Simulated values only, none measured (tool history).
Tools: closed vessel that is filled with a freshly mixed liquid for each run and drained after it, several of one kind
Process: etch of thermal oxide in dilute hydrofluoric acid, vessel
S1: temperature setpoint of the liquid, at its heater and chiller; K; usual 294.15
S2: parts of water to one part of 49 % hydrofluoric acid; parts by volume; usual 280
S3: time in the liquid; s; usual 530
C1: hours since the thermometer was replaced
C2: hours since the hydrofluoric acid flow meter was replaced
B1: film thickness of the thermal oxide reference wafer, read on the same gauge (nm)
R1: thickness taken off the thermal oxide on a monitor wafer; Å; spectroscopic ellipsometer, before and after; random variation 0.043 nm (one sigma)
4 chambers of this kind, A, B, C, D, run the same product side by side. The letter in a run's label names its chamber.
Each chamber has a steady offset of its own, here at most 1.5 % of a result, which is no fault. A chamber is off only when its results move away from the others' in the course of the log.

run	day	S1	S2	S3	C1	C2	B1	R1
1A	0.129	294.15	280	530	1449.6	516	60.009	64.478
2D	0.217	294.15	280	530	246	1677.4	60.026	66.894
3B	0.371	294.15	280	530	202.7	991.8	60.016	66.294
4C	0.467	294.15	280	530	825.3	635.9	59.996	65.631
5D	0.6	294.15	280	530	255.2	1686.6	59.989	65.619
6C	0.692	294.15	280	530	830.7	641.3	59.986	66.525
7B	0.779	294.15	280	530	212.5	1001.6	59.995	66.066
8A	0.904	294.15	280	530	1468.2	534.6	59.998	65.504
9C	1.042	294.15	280	530	839.1	649.7	59.989	66.83
10B	1.242	294.15	280	530	223.6	1012.7	60.005	66.546
11A	1.404	294.15	280	530	1480.2	546.6	60.014	64.832
12D	1.588	294.15	280	530	278.9	1710.3	60.005	66.138
13B	1.783	294.15	280	530	236.6	1025.7	59.999	65.58
14D	1.904	294.15	280	530	286.5	1717.9	60.01	66.651
15A	1.996	290.65	280	530	1494.4	560.8	59.99	56.932
16C	2.133	290.65	280	530	865.3	675.9	60.003	58.16
# day 2.196: chamber A: hydrofluoric acid flow meter replaced
17A	2.25	290.65	280	530	1500.5	1.4	60.003	56.873
18D	2.446	290.65	280	530	299.5	1730.9	60.001	58.12
19B	2.642	294.15	280	530	257.2	1046.3	60.017	66.171
20C	2.775	294.15	280	530	880.7	691.3	60.006	65.913
21B	2.95	294.15	280	530	264.6	1053.7	60.018	66.564
22C	3.129	296.15	160	530	889.2	699.8	60.011	141.4
23D	3.238	296.15	160	530	318.5	1749.9	59.998	138.66
24A	3.379	296.15	160	530	1527.6	28.5	60.024	138.97
25C	3.479	296.15	160	530	897.6	708.2	60.016	142.19
26B	3.612	294.15	280	530	280.5	1069.6	60.007	66.381
27D	3.808	294.15	280	530	332.2	1763.6	60.006	64.505
28A	3.996	294.15	280	530	1542.4	43.3	60.004	65.613
29A	4.133	294.15	280	530	1545.7	46.6	60.02	65.599
30C	4.242	294.15	280	530	915.9	726.5	60.006	65.985
31D	4.412	294.15	280	230	346.7	1778.1	59.998	27.486
32B	4.546	294.15	280	230	302.9	1092	59.99	29.006
33D	4.642	294.15	280	230	352.2	1783.6	59.992	27.635
34A	4.8	294.15	280	230	1561.7	62.6	60.011	28.319
35C	4.9	294.15	280	530	931.7	742.3	60.007	66.383
36B	5.021	294.15	280	530	314.3	1103.4	60.011	66.963
37C	5.188	294.15	170	320	938.6	749.2	60.019	73.486
38B	5.275	294.15	170	320	320.4	1109.5	60.018	73.955
39D	5.367	294.15	170	320	369.6	1801	59.989	69.189
40A	5.529	294.15	170	320	1579.2	80.1	59.998	71.961
41A	5.721	294.15	190	815	1583.8	84.7	60	159.63
42C	5.904	294.15	190	815	955.8	766.4	59.992	163.52
43D	6.083	294.15	190	815	386.8	1818.2	59.993	154.24

Next, every chamber runs the same settings. What will each give?
44A	6.225	294.15	195	530				?
44B	6.225	294.15	195	530				?
44C	6.225	294.15	195	530				?
44D	6.225	294.15	195	530				?

run	R1
44A	101.45
44B	103.88
44C	103.44
44D	96.709
